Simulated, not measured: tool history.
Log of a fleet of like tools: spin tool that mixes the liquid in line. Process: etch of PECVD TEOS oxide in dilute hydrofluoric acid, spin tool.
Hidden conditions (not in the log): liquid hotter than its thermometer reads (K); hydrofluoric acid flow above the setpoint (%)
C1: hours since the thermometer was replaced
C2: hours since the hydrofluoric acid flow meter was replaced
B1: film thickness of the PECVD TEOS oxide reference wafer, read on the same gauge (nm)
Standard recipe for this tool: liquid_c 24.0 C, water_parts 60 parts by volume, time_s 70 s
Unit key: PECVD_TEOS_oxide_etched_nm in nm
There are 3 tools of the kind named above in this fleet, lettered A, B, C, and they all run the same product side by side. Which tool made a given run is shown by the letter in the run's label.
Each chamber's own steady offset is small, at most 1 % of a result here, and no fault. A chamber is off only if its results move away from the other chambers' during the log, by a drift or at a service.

Run 1C, hour 4.9: usual settings; C1 1550.4; C2 786.2; B1 89.992. Result: PECVD_TEOS_oxide_etched_nm 10.5760 nm.
Run 2B, hour 9.7: usual settings; C1 23.6; C2 819.5; B1 89.977. Result: PECVD_TEOS_oxide_etched_nm 10.5520 nm.
Run 3A, hour 12.7: usual settings; C1 124.0; C2 587.9; B1 90.023. Result: PECVD_TEOS_oxide_etched_nm 10.5750 nm.
Run 4B, hour 17.2: usual settings; C1 31.1; C2 827.0; B1 89.993. Result: PECVD_TEOS_oxide_etched_nm 10.5240 nm.
Run 5C, hour 23.8: usual settings; C1 1569.3; C2 805.1; B1 90.013. Result: PECVD_TEOS_oxide_etched_nm 10.6130 nm.
Run 6A, hour 30.2: usual settings; C1 141.5; C2 605.4; B1 90.024. Result: PECVD_TEOS_oxide_etched_nm 10.5410 nm.
Run 7A, hour 36.0: usual settings; C1 147.3; C2 611.2; B1 90.012. Result: PECVD_TEOS_oxide_etched_nm 10.5360 nm.
Run 8C, hour 42.1: usual settings but time_s 35 s; C1 1587.6; C2 823.4; B1 89.974. Result: PECVD_TEOS_oxide_etched_nm 5.2373 nm.
Run 9B, hour 47.1: usual settings but time_s 35 s; C1 61.0; C2 856.9; B1 89.991. Result: PECVD_TEOS_oxide_etched_nm 5.2755 nm.
Run 10C, hour 53.7: usual settings but time_s 35 s; C1 1599.2; C2 835.0; B1 89.981. Result: PECVD_TEOS_oxide_etched_nm 5.3004 nm.
Run 11B, hour 57.3: usual settings but liquid_c 26.5 C; C1 71.2; C2 867.1; B1 90.038. Result: PECVD_TEOS_oxide_etched_nm 11.7590 nm.
Run 12A, hour 62.5: usual settings but liquid_c 26.5 C; C1 173.8; C2 637.7; B1 90.009. Result: PECVD_TEOS_oxide_etched_nm 11.9990 nm.
Run 13C, hour 69.0: usual settings but liquid_c 26.5 C; C1 1614.5; C2 850.3; B1 89.983. Result: PECVD_TEOS_oxide_etched_nm 11.6610 nm.
Run 14B, hour 73.8: usual settings but time_s 100 s; C1 87.7; C2 883.6; B1 90.022. Result: PECVD_TEOS_oxide_etched_nm 15.1610 nm.
Run 15A, hour 78.1: usual settings but time_s 100 s; C1 189.4; C2 653.3; B1 89.995. Result: PECVD_TEOS_oxide_etched_nm 15.5790 nm.
Run 16C, hour 84.6: usual settings but time_s 100 s; C1 1630.1; C2 865.9; B1 90.034. Result: PECVD_TEOS_oxide_etched_nm 15.1090 nm.
Run 17A, hour 88.6: usual settings but liquid_c 20.0 C; C1 199.9; C2 663.8; B1 89.985. Result: PECVD_TEOS_oxide_etched_nm 9.2346 nm.
Run 18B, hour 94.1: usual settings but liquid_c 20.0 C; C1 108.0; C2 903.9; B1 90.000. Result: PECVD_TEOS_oxide_etched_nm 8.9735 nm.
Run 19C, hour 97.2: usual settings but liquid_c 20.0 C; C1 1642.7; C2 878.5; B1 89.988. Result: PECVD_TEOS_oxide_etched_nm 9.0210 nm.
Run 20A, hour 100.4: usual settings; C1 211.7; C2 675.6; B1 90.014. Result: PECVD_TEOS_oxide_etched_nm 10.9730 nm.
Run 21B, hour 105.7: usual settings but liquid_c 21.5 C; C1 119.6; C2 915.5; B1 89.997. Result: PECVD_TEOS_oxide_etched_nm 9.5893 nm.
Run 22B, hour 111.2: usual settings but liquid_c 21.5 C; C1 125.1; C2 921.0; B1 90.004. Result: PECVD_TEOS_oxide_etched_nm 9.6339 nm.
Run 23C, hour 116.6: usual settings but liquid_c 21.5 C; C1 1662.1; C2 897.9; B1 89.979. Result: PECVD_TEOS_oxide_etched_nm 9.6486 nm.
Run 24A, hour 123.3: usual settings; C1 234.6; C2 698.5; B1 89.992. Result: PECVD_TEOS_oxide_etched_nm 11.1800 nm.

The same settings go to every chamber for the next run, one line per chamber below. Forecast the results for each:
Run 25A, hour 128.2: usual settings. Result: PECVD_TEOS_oxide_etched_nm ?.
Run 25B, hour 128.2: usual settings. Result: PECVD_TEOS_oxide_etched_nm ?.
Run 25C, hour 128.2: usual settings. Result: PECVD_TEOS_oxide_etched_nm ?.

run  PECVD_TEOS_oxide_etched_nm
25A                     11.1960
25B                     10.6030
25C                     10.6490
